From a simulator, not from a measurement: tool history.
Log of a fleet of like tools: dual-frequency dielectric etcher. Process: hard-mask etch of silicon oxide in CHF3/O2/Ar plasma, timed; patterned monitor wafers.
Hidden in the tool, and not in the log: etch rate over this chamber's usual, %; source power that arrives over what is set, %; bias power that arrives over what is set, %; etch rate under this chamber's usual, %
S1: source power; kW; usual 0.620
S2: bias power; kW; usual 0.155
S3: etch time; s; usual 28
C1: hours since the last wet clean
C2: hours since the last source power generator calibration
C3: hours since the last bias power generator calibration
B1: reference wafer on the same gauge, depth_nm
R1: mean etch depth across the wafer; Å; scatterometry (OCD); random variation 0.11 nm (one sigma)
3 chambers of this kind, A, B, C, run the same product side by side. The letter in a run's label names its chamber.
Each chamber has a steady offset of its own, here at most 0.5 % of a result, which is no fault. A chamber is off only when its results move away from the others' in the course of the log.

run,hour,S1,S2,S3,C1,C2,C3,B1,R1
1B,7.4,0.620,0.155,28,189.3,1587.5,1429.3,57.518,529.55
2C,12.8,0.620,0.155,28,431.1,4277.2,3245.7,57.526,531.97
3A,18.5,0.620,0.155,28,146.2,1670.7,1760.3,57.499,535.41
4B,26.2,0.620,0.155,28,208.1,1606.3,1448.1,57.494,529.52
5A,34.8,0.620,0.155,28,162.5,1687.0,1776.6,57.535,535.85
6C,39.1,0.620,0.155,28,457.4,4303.5,3272.0,57.482,530.71
7A,45.3,0.570,0.176,28,173.0,1697.5,1787.1,57.528,541.29
# hour 46.6: chamber C: wet clean of the chamber
8B,52.6,0.570,0.176,28,234.5,1632.7,1474.5,57.502,537.26
9C,57.7,0.570,0.176,28,11.2,4322.1,3290.6,57.513,537.71
10B,65.5,0.740,0.155,23,247.4,1645.6,1487.4,57.497,466.72
11A,70.8,0.740,0.155,23,198.5,1723.0,1812.6,57.511,472.50
12C,77.4,0.740,0.155,23,30.9,4341.8,3310.3,57.512,468.39
13A,84.4,0.620,0.155,28,212.1,1736.6,1826.2,57.487,535.17
14C,93.0,0.620,0.191,28,46.5,4357.4,3325.9,57.500,569.08
15B,100.9,0.620,0.191,28,282.8,1681.0,1522.8,57.476,565.98
16B,106.0,0.620,0.191,28,287.9,1686.1,1527.9,57.510,563.43
17A,110.4,0.620,0.155,28,238.1,1762.6,1852.2,57.496,536.38
18C,115.6,0.620,0.155,28,69.1,4380.0,3348.5,57.480,532.49
19C,123.6,0.620,0.155,28,77.1,4388.0,3356.5,57.502,530.94
20A,128.1,0.620,0.155,28,255.8,1780.3,1869.9,57.533,534.71
21B,136.1,0.620,0.155,28,318.0,1716.2,1558.0,57.483,523.17
22C,144.4,0.620,0.155,28,97.9,4408.8,3377.3,57.498,532.46
23B,150.3,0.620,0.155,28,332.2,1730.4,1572.2,57.506,523.15
24A,158.8,0.620,0.155,28,286.5,1811.0,1900.6,57.519,538.11
25B,162.9,0.620,0.155,28,344.8,1743.0,1584.8,57.493,521.84
26A,171.3,0.620,0.155,28,299.0,1823.5,1913.1,57.496,535.85
27C,179.6,0.620,0.155,28,133.1,4444.0,3412.5,57.501,532.29

All 3 chambers run these settings next. Forecast each chamber's results:
28A,186.3,0.620,0.155,28,,,,,?
28B,186.3,0.620,0.155,28,,,,,?
28C,186.3,0.620,0.155,28,,,,,?

run,R1
28A,537.30
28B,519.21
28C,532.78

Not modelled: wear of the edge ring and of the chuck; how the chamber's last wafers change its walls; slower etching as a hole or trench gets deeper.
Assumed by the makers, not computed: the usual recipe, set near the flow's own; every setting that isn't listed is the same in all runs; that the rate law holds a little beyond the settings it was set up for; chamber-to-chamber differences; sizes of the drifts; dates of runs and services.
